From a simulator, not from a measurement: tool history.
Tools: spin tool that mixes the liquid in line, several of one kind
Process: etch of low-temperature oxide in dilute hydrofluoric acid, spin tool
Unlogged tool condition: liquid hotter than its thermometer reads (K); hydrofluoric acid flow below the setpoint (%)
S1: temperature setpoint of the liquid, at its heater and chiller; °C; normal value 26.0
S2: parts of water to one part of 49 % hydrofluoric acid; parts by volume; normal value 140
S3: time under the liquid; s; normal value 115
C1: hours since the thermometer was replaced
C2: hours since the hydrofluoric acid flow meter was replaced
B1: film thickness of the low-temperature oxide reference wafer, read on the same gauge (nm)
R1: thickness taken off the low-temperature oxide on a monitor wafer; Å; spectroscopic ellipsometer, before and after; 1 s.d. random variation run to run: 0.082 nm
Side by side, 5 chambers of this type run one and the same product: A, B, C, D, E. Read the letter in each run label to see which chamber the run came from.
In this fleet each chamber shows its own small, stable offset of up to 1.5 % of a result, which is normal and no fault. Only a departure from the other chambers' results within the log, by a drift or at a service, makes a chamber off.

run	day	S1	S2	S3	C1	C2	B1	R1
1B	0.371	26.0	140	115	190.0	1242.2	40.015	148.150
2A	0.654	26.0	140	115	1696.4	206.4	39.983	149.870
3D	0.967	26.0	140	115	29.6	455.3	40.001	149.830
4E	1.200	26.0	140	115	498.2	526.5	39.993	148.670
5C	1.617	26.0	140	115	731.9	180.0	39.990	150.720
6E	2.017	26.0	140	115	517.8	546.1	39.990	149.730
7D	2.296	26.0	140	115	61.5	487.2	39.989	149.780
8A	2.542	26.0	140	115	1741.7	251.7	40.007	150.160
9B	2.738	26.0	140	115	246.8	1299.0	39.997	148.550
10C	3.121	26.0	140	115	768.0	216.1	40.010	151.770
11C	3.429	26.0	140	115	775.4	223.5	40.008	152.000
12A	3.638	26.0	140	115	1768.0	278.0	40.005	150.780
13E	4.046	26.0	140	115	566.5	594.8	40.003	150.680
14D	4.400	26.0	140	115	112.0	537.7	39.997	149.570
15B	4.654	26.0	140	115	292.8	1345.0	40.011	149.050
16C	5.046	26.0	140	115	814.2	262.3	39.978	153.130
17D	5.350	26.0	105	140	134.8	560.5	40.006	254.040
18A	5.746	26.0	105	140	1818.6	328.6	40.007	254.130
19B	6.112	26.0	105	140	327.8	1380.0	39.986	253.220
20E	6.412	26.0	105	140	623.3	651.6	39.995	253.880
21E	6.638	26.0	105	140	628.7	657.0	40.010	255.820
22D	7.012	26.0	140	115	174.7	600.4	40.019	148.940
23B	7.379	26.0	140	115	358.2	1410.4	40.000	147.180
24A	7.725	24.5	190	115	1866.1	376.1	39.993	98.792
25C	8.008	24.5	190	115	885.3	333.4	39.997	101.380
26C	8.308	24.5	190	115	892.5	340.6	40.009	101.630
27D	8.575	24.5	190	115	212.2	637.9	39.988	97.438
28A	8.988	24.5	190	115	1896.4	406.4	40.014	98.326
29B	9.404	26.0	140	115	406.8	1459.0	39.990	149.150
30E	9.679	26.0	140	115	701.7	730.0	40.006	149.340
31B	9.871	26.0	140	115	418.0	1470.2	40.014	147.990
32A	10.229	26.0	140	115	1926.2	436.2	40.007	150.200
33E	10.533	26.0	140	115	722.2	750.5	39.997	151.120
34D	10.775	26.0	140	115	265.0	690.7	39.978	149.860

What goes on in this fleet: one chamber off, a drifting gauge, or nothing beyond the chambers' own small offsets? Name the chamber and the cause, if any.

It is chamber C that slowly wanders off from its peers.
Most likely cause: liquid hotter than its thermometer reads (K) = 1.53.
The log might look much the same if the cause were instead: hydrofluoric acid flow above the setpoint (%).

Here are 4 candidates for chamber C's next run, each the usual settings with a change, their results left as question marks. Which one brings its results back in line with what the others give on the usual settings?
To be in line, a result may differ from the other chambers' mean on the usual settings by at most: R1 2.900 Å
35C-1	11.092	26.5	130	115				?
35C-2	11.092	23.0	140	115				?
35C-3	11.092	27.5	140	115				?
35C-4	11.092	24.5	140	115				?

Average result of the remaining chambers running the usual settings: R1 149.430 Å
run	R1
35C-1	175.670
35C-2	141.210
35C-3	167.050
35C-4	149.490
The answer is 35C-4, which returns the chamber to within the allowed miss of the others.
